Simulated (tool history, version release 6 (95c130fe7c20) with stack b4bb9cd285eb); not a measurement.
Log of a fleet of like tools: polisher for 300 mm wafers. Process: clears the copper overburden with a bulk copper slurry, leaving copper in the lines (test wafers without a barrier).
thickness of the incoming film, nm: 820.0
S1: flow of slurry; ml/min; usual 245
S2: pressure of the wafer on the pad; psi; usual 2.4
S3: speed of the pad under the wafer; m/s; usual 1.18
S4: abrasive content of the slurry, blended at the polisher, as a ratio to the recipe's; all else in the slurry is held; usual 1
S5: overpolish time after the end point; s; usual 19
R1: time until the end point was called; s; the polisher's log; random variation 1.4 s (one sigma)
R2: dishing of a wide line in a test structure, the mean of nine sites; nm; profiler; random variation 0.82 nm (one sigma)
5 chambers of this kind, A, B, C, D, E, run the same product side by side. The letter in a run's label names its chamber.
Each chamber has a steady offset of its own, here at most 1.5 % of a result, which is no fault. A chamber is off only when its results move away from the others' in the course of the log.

At day 0.088: chamber A: head pressure recalibrated.
Run 1B, day 0.217: usual settings. Result: R1 82.618 s, R2 39.873 nm.
At day 0.246: chamber E: head pressure recalibrated.
At day 0.504: chamber A: worn pad replaced by a new one.
Run 2A, day 0.504: usual settings. Result: R1 85.893 s, R2 39.913 nm.
Run 3E, day 0.742: usual settings. Result: R1 83.184 s, R2 39.035 nm.
Run 4C, day 0.888: usual settings. Result: R1 85.696 s, R2 41.08 nm.
Run 5D, day 1.1: usual settings. Result: R1 83.313 s, R2 40.621 nm.
Run 6A, day 1.383: usual settings. Result: R1 87.125 s, R2 38.595 nm.
Run 7B, day 1.658: usual settings. Result: R1 81.881 s, R2 39.863 nm.
Run 8C, day 1.933: usual settings. Result: R1 85.529 s, R2 39.744 nm.
At day 1.996: chamber E: worn pad replaced by a new one.
Run 9D, day 2.192: usual settings. Result: R1 85.589 s, R2 39.551 nm.
At day 2.358: chamber D: worn pad replaced by a new one.
Run 10E, day 2.4: usual settings. Result: R1 84.794 s, R2 39.987 nm.
Run 11E, day 2.558: usual settings. Result: R1 83.678 s, R2 38.839 nm.
Run 12D, day 2.754: usual settings. Result: R1 87.575 s, R2 38.582 nm.
Run 13B, day 2.967: usual settings. Result: R1 84.611 s, R2 40.874 nm.
Run 14C, day 3.238: usual settings. Result: R1 85.584 s, R2 38.724 nm.
Run 15A, day 3.375: usual settings. Result: R1 86.44 s, R2 39.611 nm.
Run 16A, day 3.596: usual settings. Result: R1 86.172 s, R2 39.4 nm.
Run 17B, day 3.725: usual settings. Result: R1 85.861 s, R2 38.253 nm.
Run 18C, day 3.971: usual settings. Result: R1 84.684 s, R2 40.355 nm.
Run 19D, day 4.112: usual settings. Result: R1 84.119 s, R2 39.495 nm.
Run 20E, day 4.275: usual settings but S4 1.15, S5 25 s. Result: R1 82.134 s, R2 40.637 nm.
Run 21C, day 4.408: usual settings but S4 1.15, S5 25 s. Result: R1 83.904 s, R2 39.487 nm.
Run 22D, day 4.646: usual settings but S4 1.15, S5 25 s. Result: R1 80.059 s, R2 40.88 nm.
Run 23E, day 4.896: usual settings but S4 1.15, S5 25 s. Result: R1 79.877 s, R2 40.609 nm.
At day 5.121: chamber E: slurry nozzle cleaned.
Run 24B, day 5.129: usual settings but S4 1.15, S5 25 s. Result: R1 81.556 s, R2 42.151 nm.
At day 5.217: chamber C: slurry blender recalibrated.
At day 5.3: chamber C: worn pad replaced by a new one.
Run 25A, day 5.308: usual settings. Result: R1 85.214 s, R2 41.463 nm.
Run 26C, day 5.5: usual settings but S2 2.1 psi. Result: R1 96.557 s, R2 38.611 nm.
Run 27A, day 5.671: usual settings but S2 2.1 psi. Result: R1 97.365 s, R2 37.882 nm.
Run 28E, day 5.892: usual settings but S2 2.1 psi. Result: R1 99.275 s, R2 38.033 nm.
Run 29D, day 6.117: usual settings but S2 2.1 psi. Result: R1 97.521 s, R2 38.04 nm.
Run 30B, day 6.254: usual settings but S2 2.1 psi. Result: R1 95.438 s, R2 38.341 nm.
At day 6.325: chamber D: worn pad replaced by a new one.
Run 31C, day 6.425: usual settings but S3 1.56 m/s, S5 15 s. Result: R1 62.062 s, R2 39.865 nm.
At day 6.454: chamber B: worn pad replaced by a new one.
Run 32D, day 6.608: usual settings but S3 1.56 m/s, S5 15 s. Result: R1 64.577 s, R2 39.688 nm.
Run 33A, day 6.767: usual settings but S3 1.56 m/s, S5 15 s. Result: R1 65.065 s, R2 40.738 nm.
At day 6.854: chamber B: slurry nozzle cleaned.
Run 34B, day 6.908: usual settings but S3 1.56 m/s, S5 15 s. Result: R1 62.602 s, R2 39.4 nm.
Run 35E, day 7.112: usual settings but S3 1.56 m/s, S5 15 s. Result: R1 64.798 s, R2 40.673 nm.
Run 36A, day 7.371: usual settings. Result: R1 84.794 s, R2 39.937 nm.
At day 7.5: chamber E: worn pad replaced by a new one.
Run 37D, day 7.658: usual settings. Result: R1 86.751 s, R2 39.8 nm.
Run 38C, day 7.908: usual settings. Result: R1 87.159 s, R2 40.732 nm.
Run 39E, day 8.1: usual settings. Result: R1 85.383 s, R2 39.847 nm.
At day 8.179: chamber E: slurry blender recalibrated.
Run 40B, day 8.229: usual settings but S3 0.82 m/s, S4 0.75. Result: R1 131.31 s, R2 37.23 nm.
Run 41A, day 8.475: usual settings but S3 0.82 m/s, S4 0.75. Result: R1 129.95 s, R2 36.975 nm.
Run 42E, day 8.658: usual settings but S3 0.82 m/s, S4 0.75. Result: R1 128.48 s, R2 36.554 nm.
Run 43D, day 8.888: usual settings but S3 0.82 m/s, S4 0.75. Result: R1 131.18 s, R2 35.478 nm.
At day 8.992: chamber B: head pressure recalibrated.
Run 44B, day 9.15: usual settings but S3 0.82 m/s, S4 0.75. Result: R1 126.97 s, R2 38.498 nm.

Is one chamber off against the others, does the gauge drift, or is nothing wrong? If a chamber is off, say which, and what the likeliest cause is.

No chamber stands off beyond its own small offset, and the gauge holds steady.

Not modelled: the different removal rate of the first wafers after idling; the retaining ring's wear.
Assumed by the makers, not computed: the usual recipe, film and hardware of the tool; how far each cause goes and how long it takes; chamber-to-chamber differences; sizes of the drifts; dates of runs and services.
